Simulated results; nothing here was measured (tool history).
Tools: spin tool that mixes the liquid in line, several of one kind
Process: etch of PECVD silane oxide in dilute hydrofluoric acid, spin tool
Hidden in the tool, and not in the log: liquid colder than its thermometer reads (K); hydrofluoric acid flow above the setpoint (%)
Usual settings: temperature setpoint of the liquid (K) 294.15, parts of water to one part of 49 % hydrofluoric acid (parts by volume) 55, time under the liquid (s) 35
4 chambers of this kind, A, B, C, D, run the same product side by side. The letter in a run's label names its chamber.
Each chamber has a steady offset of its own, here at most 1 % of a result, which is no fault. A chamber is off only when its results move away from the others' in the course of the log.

run,hour,temperature setpoint of the liquid (K),parts of water to one part of 49 % hydrofluoric acid (parts by volume),time under the liquid (s),hours since the thermometer was replaced,hours since the hydrofluoric acid flow meter was replaced,"read-back film thickness of the PECVD silane oxide reference wafer, read on the same gauge (nm)",thickness taken off the PECVD silane oxide on a monitor wafer (nm)
1A,12.5,294.15,55,35,854.4,491.9,140,8.9848
# hour 17.1: chamber A: thermometer replaced
2C,22.4,294.15,55,35,764.6,509.5,140,9.0372
3B,33.4,294.15,55,35,1037.2,492.1,140.03,8.8548
4D,42.8,294.15,55,35,1704.4,1259,140,8.9257
5A,51,294.15,55,35,34,530.4,140,8.942
6C,60.6,294.15,55,35,802.8,547.7,140.03,8.9023
7D,69.8,294.15,55,35,1731.4,1286,140.04,8.9029
8B,77.9,294.15,55,35,1081.7,536.6,139.98,9.0045
9C,90.1,294.15,55,35,832.3,577.2,140,8.8897
10D,98.6,294.15,55,35,1760.2,1314.8,139.99,8.7322
11B,108.9,294.15,55,35,1112.7,567.6,139.98,9.002
12A,114.9,294.15,55,35,97.9,594.3,140.01,8.8008
13A,128.9,294.15,70,45,111.9,608.3,140.04,8.848
14D,139,294.15,70,45,1800.6,1355.2,140,8.746
15B,146.5,294.15,70,45,1150.3,605.2,140.02,8.7776
16C,155.5,294.15,70,45,897.7,642.6,140,8.5626
# hour 162: chamber C: hydrofluoric acid flow meter replaced
17C,167.6,294.15,55,35,909.8,5.7,140.02,8.6844
# hour 168.3: chamber D: hydrofluoric acid flow meter replaced
18A,173.8,294.15,55,35,156.8,653.2,139.98,8.8789
19B,185.1,294.15,55,35,1188.9,643.8,139.98,9.0589
20D,196.8,294.15,55,35,1858.4,28.6,140.01,8.8169
21D,206.5,294.15,55,35,1868.1,38.3,139.98,8.7548
22B,218.6,294.15,55,35,1222.4,677.3,140.01,9.0467
23A,231.2,294.15,55,35,214.2,710.6,139.99,8.8412
24C,239.8,294.15,55,35,982,77.9,139.97,8.4624
25D,249,294.15,55,35,1910.6,80.8,140.01,8.8561
26C,257.7,298.15,55,25,999.9,95.8,140,7.0664
27B,266.6,298.15,55,25,1270.4,725.3,140,7.4604
# hour 276.4: chamber D: thermometer replaced
28A,279.8,298.15,55,25,262.8,759.2,140.03,7.5634
29B,287.7,298.15,55,25,1291.5,746.4,139.99,7.5064
30D,297.8,294.15,55,35,21.4,129.6,140,8.7314
31A,307.8,294.15,55,35,290.8,787.2,139.97,8.9242
32C,321,294.15,55,35,1063.2,159.1,140.02,8.2416
33D,329.2,294.15,55,35,52.8,161,139.96,8.8948
34C,339.1,294.15,55,35,1081.3,177.2,139.96,8.2349
35A,351.2,294.15,55,35,334.2,830.6,139.98,8.8666
36B,357.8,296.65,55,20,1361.6,816.5,139.98,5.6032

What goes on in this fleet: one chamber off, a drifting gauge, or nothing beyond the chambers' own small offsets? Name the chamber and the cause, if any.

Chamber C drifts away from the others.
Cause: liquid colder than its thermometer reads (K) = 2.2.

Here are 4 candidates for chamber C's next run, each the usual settings with a change, their results left as question marks. Which one brings its results back in line with what the others give on the usual settings?
In line means no further than this from the other chambers' mean on the usual settings: thickness taken off the PECVD silane oxide on a monitor wafer (nm) 0.25
37C-1,367.9,295.15,55,35,,,,?
37C-2,367.9,293.15,55,35,,,,?
37C-3,367.9,294.15,60,35,,,,?
37C-4,367.9,294.15,50,35,,,,?

The other chambers' mean on the usual settings: thickness taken off the PECVD silane oxide on a monitor wafer (nm) 8.8924
run,thickness taken off the PECVD silane oxide on a monitor wafer (nm)
37C-1,8.4559
37C-2,7.7732
37C-3,7.3912
37C-4,8.9659
37C-4 brings the chamber back in line.

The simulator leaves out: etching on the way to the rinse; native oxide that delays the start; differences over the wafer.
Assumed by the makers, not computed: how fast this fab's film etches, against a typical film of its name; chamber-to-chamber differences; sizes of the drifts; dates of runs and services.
